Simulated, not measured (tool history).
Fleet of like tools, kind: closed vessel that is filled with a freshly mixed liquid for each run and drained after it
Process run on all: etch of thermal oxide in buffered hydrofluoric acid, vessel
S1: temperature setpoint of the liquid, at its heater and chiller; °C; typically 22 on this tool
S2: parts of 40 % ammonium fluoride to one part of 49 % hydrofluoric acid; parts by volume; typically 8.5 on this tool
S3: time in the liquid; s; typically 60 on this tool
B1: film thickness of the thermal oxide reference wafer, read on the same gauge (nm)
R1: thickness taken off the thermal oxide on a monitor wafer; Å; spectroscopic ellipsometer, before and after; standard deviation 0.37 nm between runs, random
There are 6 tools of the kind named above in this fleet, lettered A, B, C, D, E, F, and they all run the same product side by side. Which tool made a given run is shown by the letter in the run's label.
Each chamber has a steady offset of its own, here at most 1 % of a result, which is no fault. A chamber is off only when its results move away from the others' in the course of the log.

Run 1B, hour 12.4: usual settings; B1 39.989. Result: R1 690.71 Å.
Run 2C, hour 19.4: usual settings; B1 40.003. Result: R1 678.85 Å.
Run 3E, hour 29.2: usual settings; B1 40.022. Result: R1 677.51 Å.
Run 4A, hour 42.8: usual settings; B1 39.99. Result: R1 672.43 Å.
Run 5D, hour 49.3: usual settings but S2 7 parts by volume, S3 90 s; B1 40.032. Result: R1 1274.1 Å.
Run 6F, hour 57.9: usual settings but S2 7 parts by volume, S3 90 s; B1 40.008. Result: R1 1273.4 Å.
At hour 59.3: chamber A: hydrofluoric acid flow meter replaced.
Run 7D, hour 69: usual settings but S2 7 parts by volume, S3 90 s; B1 39.993. Result: R1 1280 Å.
At hour 73.3: chamber C: hydrofluoric acid flow meter replaced.
Run 8E, hour 78.9: usual settings but S2 7 parts by volume, S3 90 s; B1 39.981. Result: R1 1261.4 Å.
Run 9A, hour 91.3: usual settings but S2 7 parts by volume, S3 90 s; B1 40.01. Result: R1 1262.9 Å.
At hour 96.8: chamber B: hydrofluoric acid flow meter replaced.
Run 10C, hour 99.7: usual settings but S2 7 parts by volume, S3 90 s; B1 39.994. Result: R1 1256.4 Å.
Run 11B, hour 113: usual settings; B1 40.013. Result: R1 691.78 Å.
At hour 118.6: chamber C: thermometer replaced.
Run 12F, hour 125.3: usual settings; B1 40.014. Result: R1 685.74 Å.
Run 13B, hour 131.6: usual settings; B1 40.009. Result: R1 685.7 Å.
Run 14A, hour 139.8: usual settings; B1 39.996. Result: R1 679.42 Å.
Run 15E, hour 152.9: usual settings; B1 39.984. Result: R1 673.27 Å.
Run 16C, hour 164.9: usual settings; B1 40.03. Result: R1 683.05 Å.
Run 17D, hour 174.7: usual settings; B1 39.978. Result: R1 688.88 Å.
Run 18F, hour 187.6: usual settings; B1 40.017. Result: R1 688.3 Å.
Run 19E, hour 198: usual settings; B1 39.995. Result: R1 682.92 Å.
Run 20C, hour 212.2: usual settings; B1 40.008. Result: R1 694.03 Å.
Run 21A, hour 218.8: usual settings; B1 40.023. Result: R1 683.09 Å.
Run 22D, hour 228.4: usual settings; B1 40.009. Result: R1 688.06 Å.
Run 23B, hour 237.8: usual settings but S2 5.5 parts by volume, S3 90 s; B1 40.009. Result: R1 1561.5 Å.
Run 24F, hour 248.9: usual settings but S2 5.5 parts by volume, S3 90 s; B1 39.967. Result: R1 1567.9 Å.
Run 25B, hour 258.4: usual settings but S2 5.5 parts by volume, S3 90 s; B1 40.011. Result: R1 1540.2 Å.
Run 26F, hour 272.4: usual settings but S2 5.5 parts by volume, S3 90 s; B1 39.989. Result: R1 1550.6 Å.
Run 27A, hour 282.1: usual settings but S2 5.5 parts by volume, S3 90 s; B1 39.969. Result: R1 1534.8 Å.
Run 28E, hour 292.5: usual settings but S2 5.5 parts by volume, S3 90 s; B1 39.993. Result: R1 1549.2 Å.
Run 29D, hour 305.5: usual settings; B1 40. Result: R1 686.75 Å.
Run 30C, hour 319.5: usual settings but S1 25 °C, S3 80 s; B1 40.035. Result: R1 1072.4 Å.
Run 31C, hour 327.5: usual settings but S1 25 °C, S3 80 s; B1 40.007. Result: R1 1082.6 Å.
Run 32B, hour 338.9: usual settings but S1 25 °C, S3 80 s; B1 39.954. Result: R1 1064.4 Å.
Run 33F, hour 351.2: usual settings but S1 25 °C, S3 80 s; B1 40.028. Result: R1 1082.9 Å.
Run 34E, hour 362.8: usual settings but S1 25 °C, S3 80 s; B1 40.014. Result: R1 1054.3 Å.
Run 35A, hour 375: usual settings but S1 25 °C, S3 80 s; B1 40.032. Result: R1 1066.6 Å.
Run 36D, hour 384.6: usual settings but S3 95 s; B1 39.995. Result: R1 1083 Å.
Run 37C, hour 392.5: usual settings but S3 95 s; B1 40.01. Result: R1 1081.1 Å.
Run 38A, hour 399.6: usual settings but S3 95 s; B1 40.017. Result: R1 1081.5 Å.
Run 39F, hour 408.7: usual settings but S3 95 s; B1 39.974. Result: R1 1088.6 Å.
Run 40D, hour 422.1: usual settings but S3 95 s; B1 40.033. Result: R1 1081.5 Å.
Run 41B, hour 428.4: usual settings but S3 95 s; B1 40.005. Result: R1 1090.1 Å.
Run 42E, hour 441.9: usual settings; B1 39.993. Result: R1 677.54 Å.
Run 43F, hour 451.1: usual settings but S2 11 parts by volume; B1 40.016. Result: R1 551.11 Å.

All 6 chambers run these settings next. Forecast each chamber's results:
Run 44A, hour 461.3: usual settings but S2 5.5 parts by volume. Result: R1 ?.
Run 44B, hour 461.3: usual settings but S2 5.5 parts by volume. Result: R1 ?.
Run 44C, hour 461.3: usual settings but S2 5.5 parts by volume. Result: R1 ?.
Run 44D, hour 461.3: usual settings but S2 5.5 parts by volume. Result: R1 ?.
Run 44E, hour 461.3: usual settings but S2 5.5 parts by volume. Result: R1 ?.
Run 44F, hour 461.3: usual settings but S2 5.5 parts by volume. Result: R1 ?.

run      R1
44A  1031.1
44B  1025.7
44C  1028.5
44D  1034.4
44E  1026.2
44F  1030.7
